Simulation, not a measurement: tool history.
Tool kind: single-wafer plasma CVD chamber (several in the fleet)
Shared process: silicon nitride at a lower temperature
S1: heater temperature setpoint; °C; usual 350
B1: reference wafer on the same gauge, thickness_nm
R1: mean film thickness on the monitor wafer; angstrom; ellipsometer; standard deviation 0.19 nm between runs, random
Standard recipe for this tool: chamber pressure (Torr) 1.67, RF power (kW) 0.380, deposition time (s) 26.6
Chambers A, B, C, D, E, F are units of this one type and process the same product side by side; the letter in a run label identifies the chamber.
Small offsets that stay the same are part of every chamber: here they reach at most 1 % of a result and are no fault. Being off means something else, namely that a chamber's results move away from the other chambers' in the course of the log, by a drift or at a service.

{"run": "1E", "hour": 6.4, "S1": 350, "chamber pressure (Torr)": 1.67, "RF power (kW)": 0.38, "deposition time (s)": 26.6, "B1": 36.053, "R1": 372.59}
{"run": "2A", "hour": 12.6, "S1": 350, "chamber pressure (Torr)": 1.67, "RF power (kW)": 0.38, "deposition time (s)": 26.6, "B1": 36.106, "R1": 369.58}
{"run": "3D", "hour": 23.7, "S1": 350, "chamber pressure (Torr)": 1.67, "RF power (kW)": 0.38, "deposition time (s)": 26.6, "B1": 36.139, "R1": 372.67}
{"run": "4B", "hour": 32.7, "S1": 350, "chamber pressure (Torr)": 1.67, "RF power (kW)": 0.38, "deposition time (s)": 26.6, "B1": 36.111, "R1": 375.17}
{"run": "5C", "hour": 41.5, "S1": 350, "chamber pressure (Torr)": 1.67, "RF power (kW)": 0.38, "deposition time (s)": 26.6, "B1": 36.05, "R1": 370.78}
{"run": "6F", "hour": 53.3, "S1": 350, "chamber pressure (Torr)": 1.67, "RF power (kW)": 0.38, "deposition time (s)": 26.6, "B1": 36.092, "R1": 367.08}
{"run": "7E", "hour": 65.6, "S1": 350, "chamber pressure (Torr)": 1.67, "RF power (kW)": 0.38, "deposition time (s)": 26.6, "B1": 36.107, "R1": 367.07}
{"run": "8D", "hour": 76.8, "S1": 350, "chamber pressure (Torr)": 1.67, "RF power (kW)": 0.38, "deposition time (s)": 26.6, "B1": 36.114, "R1": 369.1}
{"run": "9A", "hour": 83.5, "S1": 350, "chamber pressure (Torr)": 1.67, "RF power (kW)": 0.38, "deposition time (s)": 26.6, "B1": 36.121, "R1": 368.66}
{"run": "10B", "hour": 95.9, "S1": 350, "chamber pressure (Torr)": 1.67, "RF power (kW)": 0.38, "deposition time (s)": 26.6, "B1": 36.127, "R1": 370.65}
{"run": "11C", "hour": 105.0, "S1": 350, "chamber pressure (Torr)": 1.67, "RF power (kW)": 0.38, "deposition time (s)": 26.6, "B1": 36.072, "R1": 373.8}
{"run": "12F", "hour": 111.5, "S1": 350, "chamber pressure (Torr)": 1.67, "RF power (kW)": 0.38, "deposition time (s)": 26.6, "B1": 36.109, "R1": 368.51}
{"run": "13E", "hour": 121.3, "S1": 350, "chamber pressure (Torr)": 1.67, "RF power (kW)": 0.38, "deposition time (s)": 26.6, "B1": 36.094, "R1": 367.79}
{"run": "14B", "hour": 132.6, "S1": 350, "chamber pressure (Torr)": 1.67, "RF power (kW)": 0.38, "deposition time (s)": 26.6, "B1": 36.112, "R1": 368.07}
{"run": "15C", "hour": 144.5, "S1": 350, "chamber pressure (Torr)": 1.67, "RF power (kW)": 0.38, "deposition time (s)": 26.6, "B1": 36.059, "R1": 370.56}
{"run": "16F", "hour": 150.6, "S1": 350, "chamber pressure (Torr)": 1.67, "RF power (kW)": 0.38, "deposition time (s)": 26.6, "B1": 36.113, "R1": 368.29}
{"run": "17D", "hour": 162.3, "S1": 350, "chamber pressure (Torr)": 1.67, "RF power (kW)": 0.38, "deposition time (s)": 26.6, "B1": 36.081, "R1": 367.13}
{"run": "18A", "hour": 175.0, "S1": 350, "chamber pressure (Torr)": 1.67, "RF power (kW)": 0.38, "deposition time (s)": 26.6, "B1": 36.113, "R1": 367.65}
{"run": "19D", "hour": 183.0, "S1": 350, "chamber pressure (Torr)": 1.67, "RF power (kW)": 0.38, "deposition time (s)": 26.6, "B1": 36.086, "R1": 365.1}
{"run": "20A", "hour": 192.6, "S1": 350, "chamber pressure (Torr)": 1.67, "RF power (kW)": 0.38, "deposition time (s)": 26.6, "B1": 36.116, "R1": 367.13}
{"run": "21E", "hour": 198.3, "S1": 350, "chamber pressure (Torr)": 1.67, "RF power (kW)": 0.38, "deposition time (s)": 26.6, "B1": 36.1, "R1": 367.78}
{"run": "22B", "hour": 205.6, "S1": 350, "chamber pressure (Torr)": 1.67, "RF power (kW)": 0.38, "deposition time (s)": 26.6, "B1": 36.066, "R1": 369.47}
{"run": "23F", "hour": 215.9, "S1": 357, "chamber pressure (Torr)": 1.99, "RF power (kW)": 0.38, "deposition time (s)": 26.6, "B1": 36.05, "R1": 382.93}
{"run": "24C", "hour": 225.4, "S1": 357, "chamber pressure (Torr)": 1.99, "RF power (kW)": 0.38, "deposition time (s)": 26.6, "B1": 36.102, "R1": 388.49}
{"run": "25B", "hour": 231.5, "S1": 357, "chamber pressure (Torr)": 1.99, "RF power (kW)": 0.38, "deposition time (s)": 26.6, "B1": 36.102, "R1": 387.4}
{"run": "26A", "hour": 238.1, "S1": 357, "chamber pressure (Torr)": 1.99, "RF power (kW)": 0.38, "deposition time (s)": 26.6, "B1": 36.088, "R1": 385.18}
{"run": "27D", "hour": 250.3, "S1": 357, "chamber pressure (Torr)": 1.99, "RF power (kW)": 0.38, "deposition time (s)": 26.6, "B1": 36.082, "R1": 379.45}
{"run": "28C", "hour": 258.8, "S1": 357, "chamber pressure (Torr)": 1.99, "RF power (kW)": 0.38, "deposition time (s)": 26.6, "B1": 36.103, "R1": 387.46}
{"run": "29F", "hour": 265.3, "S1": 350, "chamber pressure (Torr)": 1.67, "RF power (kW)": 0.38, "deposition time (s)": 26.6, "B1": 36.095, "R1": 366.25}
{"run": "30E", "hour": 275.7, "S1": 350, "chamber pressure (Torr)": 1.67, "RF power (kW)": 0.38, "deposition time (s)": 26.6, "B1": 36.107, "R1": 365.09}
{"run": "31C", "hour": 283.6, "S1": 350, "chamber pressure (Torr)": 1.67, "RF power (kW)": 0.38, "deposition time (s)": 26.6, "B1": 36.095, "R1": 368.63}
{"run": "32E", "hour": 295.4, "S1": 350, "chamber pressure (Torr)": 1.67, "RF power (kW)": 0.38, "deposition time (s)": 26.6, "B1": 36.091, "R1": 371.53}
{"run": "33D", "hour": 306.0, "S1": 350, "chamber pressure (Torr)": 1.41, "RF power (kW)": 0.38, "deposition time (s)": 26.6, "B1": 36.092, "R1": 340.15}
{"run": "34B", "hour": 312.8, "S1": 350, "chamber pressure (Torr)": 1.41, "RF power (kW)": 0.38, "deposition time (s)": 26.6, "B1": 36.104, "R1": 352.36}
{"run": "35F", "hour": 318.3, "S1": 350, "chamber pressure (Torr)": 1.41, "RF power (kW)": 0.38, "deposition time (s)": 26.6, "B1": 36.121, "R1": 354.56}
{"run": "36A", "hour": 326.1, "S1": 350, "chamber pressure (Torr)": 1.41, "RF power (kW)": 0.38, "deposition time (s)": 26.6, "B1": 36.098, "R1": 351.23}
{"run": "37A", "hour": 336.5, "S1": 350, "chamber pressure (Torr)": 1.41, "RF power (kW)": 0.38, "deposition time (s)": 26.6, "B1": 36.139, "R1": 350.4}
{"run": "38F", "hour": 344.5, "S1": 350, "chamber pressure (Torr)": 1.41, "RF power (kW)": 0.38, "deposition time (s)": 26.6, "B1": 36.048, "R1": 352.16}

All 6 chambers run these settings next. Forecast each chamber's results:
{"run": "39A", "hour": 353.6, "S1": 350, "chamber pressure (Torr)": 1.67, "RF power (kW)": 0.32, "deposition time (s)": 26.6, "R1": "?"}
{"run": "39B", "hour": 353.6, "S1": 350, "chamber pressure (Torr)": 1.67, "RF power (kW)": 0.32, "deposition time (s)": 26.6, "R1": "?"}
{"run": "39C", "hour": 353.6, "S1": 350, "chamber pressure (Torr)": 1.67, "RF power (kW)": 0.32, "deposition time (s)": 26.6, "R1": "?"}
{"run": "39D", "hour": 353.6, "S1": 350, "chamber pressure (Torr)": 1.67, "RF power (kW)": 0.32, "deposition time (s)": 26.6, "R1": "?"}
{"run": "39E", "hour": 353.6, "S1": 350, "chamber pressure (Torr)": 1.67, "RF power (kW)": 0.32, "deposition time (s)": 26.6, "R1": "?"}
{"run": "39F", "hour": 353.6, "S1": 350, "chamber pressure (Torr)": 1.67, "RF power (kW)": 0.32, "deposition time (s)": 26.6, "R1": "?"}

run=39A R1=333.58
run=39B R1=329.79
run=39C R1=331.23
run=39D R1=319.65
run=39E R1=327.67
run=39F R1=327.34

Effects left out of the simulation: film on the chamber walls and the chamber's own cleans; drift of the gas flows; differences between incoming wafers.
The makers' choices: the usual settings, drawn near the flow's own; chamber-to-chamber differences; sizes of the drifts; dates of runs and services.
